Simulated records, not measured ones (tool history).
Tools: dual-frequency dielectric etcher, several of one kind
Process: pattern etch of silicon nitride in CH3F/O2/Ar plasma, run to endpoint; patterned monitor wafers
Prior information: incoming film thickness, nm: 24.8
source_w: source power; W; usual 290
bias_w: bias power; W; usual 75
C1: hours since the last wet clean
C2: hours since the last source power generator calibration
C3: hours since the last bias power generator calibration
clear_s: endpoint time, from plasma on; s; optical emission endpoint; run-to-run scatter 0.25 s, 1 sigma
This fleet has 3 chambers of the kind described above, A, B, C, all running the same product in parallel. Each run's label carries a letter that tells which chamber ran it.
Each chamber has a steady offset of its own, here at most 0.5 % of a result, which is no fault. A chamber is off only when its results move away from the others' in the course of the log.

Run 1B, day 0.258: usual settings; C1 17.8; C2 398.1; C3 1305.1. Result: clear_s 39.812 s.
Run 2C, day 0.454: usual settings; C1 185.5; C2 218.7; C3 3195.5. Result: clear_s 39.557 s.
Run 3A, day 0.638: usual settings; C1 129.3; C2 2440.4; C3 2873.9. Result: clear_s 39.932 s.
Run 4B, day 0.788: usual settings; C1 30.5; C2 410.8; C3 1317.8. Result: clear_s 39.690 s.
Run 5A, day 0.954: usual settings; C1 136.9; C2 2448.0; C3 2881.5. Result: clear_s 40.152 s.
Run 6C, day 1.104: usual settings; C1 201.1; C2 234.3; C3 3211.1. Result: clear_s 39.960 s.
Run 7A, day 1.338: usual settings; C1 146.1; C2 2457.2; C3 2890.7. Result: clear_s 40.218 s.
Run 8C, day 1.579: usual settings; C1 212.5; C2 245.7; C3 3222.5. Result: clear_s 40.121 s.
Run 9B, day 1.862: usual settings; C1 56.3; C2 436.6; C3 1343.6. Result: clear_s 39.718 s.
Run 10C, day 2.117: usual settings; C1 225.4; C2 258.6; C3 3235.4. Result: clear_s 39.549 s.
Run 11A, day 2.421: usual settings but source_w 320 W, bias_w 68 W; C1 172.1; C2 2483.2; C3 2916.7. Result: clear_s 40.335 s.
Run 12B, day 2.654: usual settings but source_w 320 W, bias_w 68 W; C1 75.3; C2 455.6; C3 1362.6. Result: clear_s 39.939 s.
Run 13B, day 2.796: usual settings but source_w 320 W, bias_w 68 W; C1 78.7; C2 459.0; C3 1366.0. Result: clear_s 40.282 s.
Run 14C, day 3.067: usual settings; C1 248.2; C2 281.4; C3 3258.2. Result: clear_s 39.977 s.
Run 15A, day 3.233: usual settings; C1 191.6; C2 2502.7; C3 2936.2. Result: clear_s 40.699 s.
Run 16C, day 3.546: usual settings; C1 259.7; C2 292.9; C3 3269.7. Result: clear_s 40.097 s.
Run 17B, day 3.771: usual settings but bias_w 58 W; C1 102.1; C2 482.4; C3 1389.4. Result: clear_s 43.722 s.
Run 18A, day 3.942: usual settings but bias_w 58 W; C1 208.6; C2 2519.7; C3 2953.2. Result: clear_s 44.836 s.
Run 19A, day 4.208: usual settings but bias_w 58 W; C1 215.0; C2 2526.1; C3 2959.6. Result: clear_s 44.451 s.
Run 20C, day 4.483: usual settings; C1 282.2; C2 315.4; C3 3292.2. Result: clear_s 39.690 s.
Run 21B, day 4.692: usual settings but bias_w 65 W; C1 124.2; C2 504.5; C3 1411.5. Result: clear_s 42.245 s.
Run 22C, day 4.871: usual settings but bias_w 65 W; C1 291.5; C2 324.7; C3 3301.5. Result: clear_s 41.737 s.
Run 23A, day 5.188: usual settings but bias_w 65 W; C1 238.5; C2 2549.6; C3 2983.1. Result: clear_s 43.664 s.
Run 24B, day 5.404: usual settings; C1 141.3; C2 521.6; C3 1428.6. Result: clear_s 39.997 s.
Run 25C, day 5.621: usual settings; C1 309.5; C2 342.7; C3 3319.5. Result: clear_s 39.725 s.
Run 26B, day 5.767: usual settings; C1 150.0; C2 530.3; C3 1437.3. Result: clear_s 40.582 s.
Run 27A, day 5.921: usual settings; C1 256.1; C2 2567.2; C3 3000.7. Result: clear_s 41.603 s.
Run 28C, day 6.242: usual settings; C1 324.4; C2 357.6; C3 3334.4. Result: clear_s 39.923 s.

Is one chamber out of step, is the gauge drifting, or do the chambers differ by no more than their own small offsets? For an off chamber, give its letter and the likeliest cause.

It is chamber A that slowly wanders off from its peers.
Most likely cause: etch rate under this chamber's usual, % = 4.45.

Which of the 4 candidates below, each the usual settings with something changed and its results left as question marks, puts chamber A back in line with what the other chambers give on the usual settings?
To be in line, a result may differ from the other chambers' mean on the usual settings by at most: clear_s 0.860 s
Run 29A-1, day 6.471: usual settings but source_w 300 W. Result: clear_s ?.
Run 29A-2, day 6.471: usual settings but source_w 310 W, bias_w 80 W. Result: clear_s ?.
Run 29A-3, day 6.471: usual settings but bias_w 74 W. Result: clear_s ?.
Run 29A-4, day 6.471: usual settings but bias_w 65 W. Result: clear_s ?.

What the other chambers average on the usual settings: clear_s 39.858 s
  run  clear_s
29A-1   41.184
29A-2   39.773
29A-3   41.901
29A-4   43.817
29A-2 puts the chamber back in line with the other chambers.
